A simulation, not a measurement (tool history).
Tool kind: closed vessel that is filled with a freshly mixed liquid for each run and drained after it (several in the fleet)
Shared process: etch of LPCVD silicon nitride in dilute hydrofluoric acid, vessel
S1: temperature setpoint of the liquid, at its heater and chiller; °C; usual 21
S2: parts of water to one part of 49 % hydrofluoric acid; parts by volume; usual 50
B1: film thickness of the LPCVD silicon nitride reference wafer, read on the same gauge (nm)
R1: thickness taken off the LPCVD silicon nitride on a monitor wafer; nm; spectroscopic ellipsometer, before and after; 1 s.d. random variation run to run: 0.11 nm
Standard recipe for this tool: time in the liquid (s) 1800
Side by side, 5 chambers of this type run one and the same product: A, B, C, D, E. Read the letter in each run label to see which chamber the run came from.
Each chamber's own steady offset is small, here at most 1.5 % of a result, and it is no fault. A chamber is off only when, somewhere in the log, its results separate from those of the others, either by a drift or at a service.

{"run": "1D", "day": 0.238, "S1": 21, "S2": 50, "time in the liquid (s)": 1800, "B1": 50.006, "R1": 12.661}
{"run": "2E", "day": 0.554, "S1": 21, "S2": 50, "time in the liquid (s)": 1800, "B1": 50.009, "R1": 12.659}
{"run": "3A", "day": 0.804, "S1": 21, "S2": 50, "time in the liquid (s)": 1800, "B1": 49.993, "R1": 12.862}
{"run": "4C", "day": 1.25, "S1": 21, "S2": 50, "time in the liquid (s)": 1800, "B1": 49.999, "R1": 13.105}
{"run": "5B", "day": 1.508, "S1": 21, "S2": 50, "time in the liquid (s)": 1800, "B1": 50.008, "R1": 12.597}
{"run": "6D", "day": 1.85, "S1": 21, "S2": 50, "time in the liquid (s)": 1800, "B1": 49.982, "R1": 12.685}
{"run": "7C", "day": 2.292, "S1": 21, "S2": 50, "time in the liquid (s)": 1800, "B1": 49.991, "R1": 12.811}
{"day": 2.525, "done": "chamber D: thermometer replaced"}
{"run": "8B", "day": 2.588, "S1": 21, "S2": 50, "time in the liquid (s)": 1800, "B1": 50.016, "R1": 12.722}
{"run": "9E", "day": 2.846, "S1": 21, "S2": 40, "time in the liquid (s)": 1800, "B1": 49.953, "R1": 15.824}
{"run": "10A", "day": 3.225, "S1": 21, "S2": 40, "time in the liquid (s)": 1800, "B1": 50.002, "R1": 15.673}
{"run": "11C", "day": 3.629, "S1": 21, "S2": 40, "time in the liquid (s)": 1800, "B1": 49.957, "R1": 15.934}
{"run": "12D", "day": 3.988, "S1": 21, "S2": 40, "time in the liquid (s)": 1800, "B1": 50.02, "R1": 15.763}
{"run": "13A", "day": 4.262, "S1": 21, "S2": 40, "time in the liquid (s)": 1800, "B1": 50.012, "R1": 15.622}
{"run": "14E", "day": 4.725, "S1": 21, "S2": 50, "time in the liquid (s)": 1800, "B1": 50.029, "R1": 12.644}
{"day": 5.171, "done": "chamber B: hydrofluoric acid flow meter replaced"}
{"run": "15B", "day": 5.204, "S1": 21, "S2": 50, "time in the liquid (s)": 2435, "B1": 50.001, "R1": 17.177}
{"run": "16E", "day": 5.475, "S1": 21, "S2": 50, "time in the liquid (s)": 2435, "B1": 49.992, "R1": 17.321}
{"run": "17A", "day": 5.825, "S1": 21, "S2": 50, "time in the liquid (s)": 2435, "B1": 49.999, "R1": 16.99}
{"run": "18D", "day": 6.125, "S1": 21, "S2": 50, "time in the liquid (s)": 2435, "B1": 49.949, "R1": 17.135}
{"run": "19C", "day": 6.442, "S1": 21, "S2": 50, "time in the liquid (s)": 2435, "B1": 49.988, "R1": 17.539}
{"run": "20B", "day": 6.846, "S1": 21, "S2": 50, "time in the liquid (s)": 1800, "B1": 50.019, "R1": 12.757}
{"run": "21A", "day": 7.229, "S1": 21, "S2": 50, "time in the liquid (s)": 1800, "B1": 50.022, "R1": 12.656}
{"run": "22D", "day": 7.433, "S1": 21, "S2": 50, "time in the liquid (s)": 1800, "B1": 50.006, "R1": 12.692}
{"run": "23B", "day": 7.883, "S1": 21, "S2": 50, "time in the liquid (s)": 1800, "B1": 50.021, "R1": 12.626}
{"run": "24C", "day": 8.15, "S1": 21, "S2": 50, "time in the liquid (s)": 1800, "B1": 49.998, "R1": 12.624}
{"run": "25E", "day": 8.471, "S1": 21, "S2": 50, "time in the liquid (s)": 1800, "B1": 50.014, "R1": 12.722}
{"run": "26D", "day": 8.871, "S1": 21, "S2": 50, "time in the liquid (s)": 1800, "B1": 49.983, "R1": 12.666}
{"run": "27E", "day": 9.138, "S1": 21, "S2": 50, "time in the liquid (s)": 1800, "B1": 50.003, "R1": 12.505}
{"run": "28A", "day": 9.508, "S1": 21, "S2": 50, "time in the liquid (s)": 1800, "B1": 49.999, "R1": 12.647}
{"run": "29B", "day": 9.967, "S1": 21, "S2": 50, "time in the liquid (s)": 1800, "B1": 49.984, "R1": 12.623}
{"run": "30C", "day": 10.242, "S1": 21, "S2": 50, "time in the liquid (s)": 2415, "B1": 49.975, "R1": 16.66}
{"run": "31B", "day": 10.654, "S1": 21, "S2": 50, "time in the liquid (s)": 2415, "B1": 50.012, "R1": 16.807}
{"run": "32A", "day": 10.958, "S1": 21, "S2": 50, "time in the liquid (s)": 2415, "B1": 50.012, "R1": 16.943}
{"run": "33D", "day": 11.275, "S1": 21, "S2": 50, "time in the liquid (s)": 2415, "B1": 50.009, "R1": 17.183}
{"run": "34C", "day": 11.671, "S1": 21, "S2": 50, "time in the liquid (s)": 2415, "B1": 49.994, "R1": 16.475}
{"run": "35E", "day": 12.088, "S1": 21, "S2": 65, "time in the liquid (s)": 2815, "B1": 49.976, "R1": 15.552}
{"run": "36E", "day": 12.429, "S1": 21, "S2": 65, "time in the liquid (s)": 2815, "B1": 50.033, "R1": 15.416}
{"run": "37A", "day": 12.75, "S1": 21, "S2": 65, "time in the liquid (s)": 2815, "B1": 50.009, "R1": 15.132}
{"run": "38B", "day": 13.075, "S1": 21, "S2": 65, "time in the liquid (s)": 2815, "B1": 49.977, "R1": 15.17}
{"run": "39D", "day": 13.383, "S1": 21, "S2": 65, "time in the liquid (s)": 2815, "B1": 50.009, "R1": 15.187}
{"run": "40C", "day": 13.817, "S1": 21, "S2": 50, "time in the liquid (s)": 1800, "B1": 49.969, "R1": 12.022}

Has any chamber moved away from the others, gradually or after a service, or does the common gauge drift, or do the chambers differ only by their own small steady offsets? State the chamber and the most likely cause if one applies.

One chamber, C, drifts off from the rest bit by bit.
Likeliest cause: hydrofluoric acid flow below the setpoint (%) = 7.24.
With only this log, it may be confused with: liquid colder than its thermometer reads (K).

Which of the 4 candidates below, each the usual settings with something changed and its results left as question marks, puts chamber C back in line with what the other chambers give on the usual settings?
Maximum distance from the other chambers' mean on the usual settings for a result to count as in line: R1 0.37 nm
{"run": "41C-1", "day": 14.158, "S1": 21, "S2": 50, "time in the liquid (s)": 1890, "R1": "?"}
{"run": "41C-2", "day": 14.158, "S1": 20.5, "S2": 50, "time in the liquid (s)": 1685, "R1": "?"}
{"run": "41C-3", "day": 14.158, "S1": 21, "S2": 50, "time in the liquid (s)": 1700, "R1": "?"}
{"run": "41C-4", "day": 14.158, "S1": 21.5, "S2": 50, "time in the liquid (s)": 1945, "R1": "?"}

The other chambers' mean on the usual settings: R1 12.636 nm
run=41C-1 R1=12.544
run=41C-2 R1=10.804
run=41C-3 R1=11.283
run=41C-4 R1=13.37
The right change is 41C-1: it brings the chamber back within the allowed miss of the others.
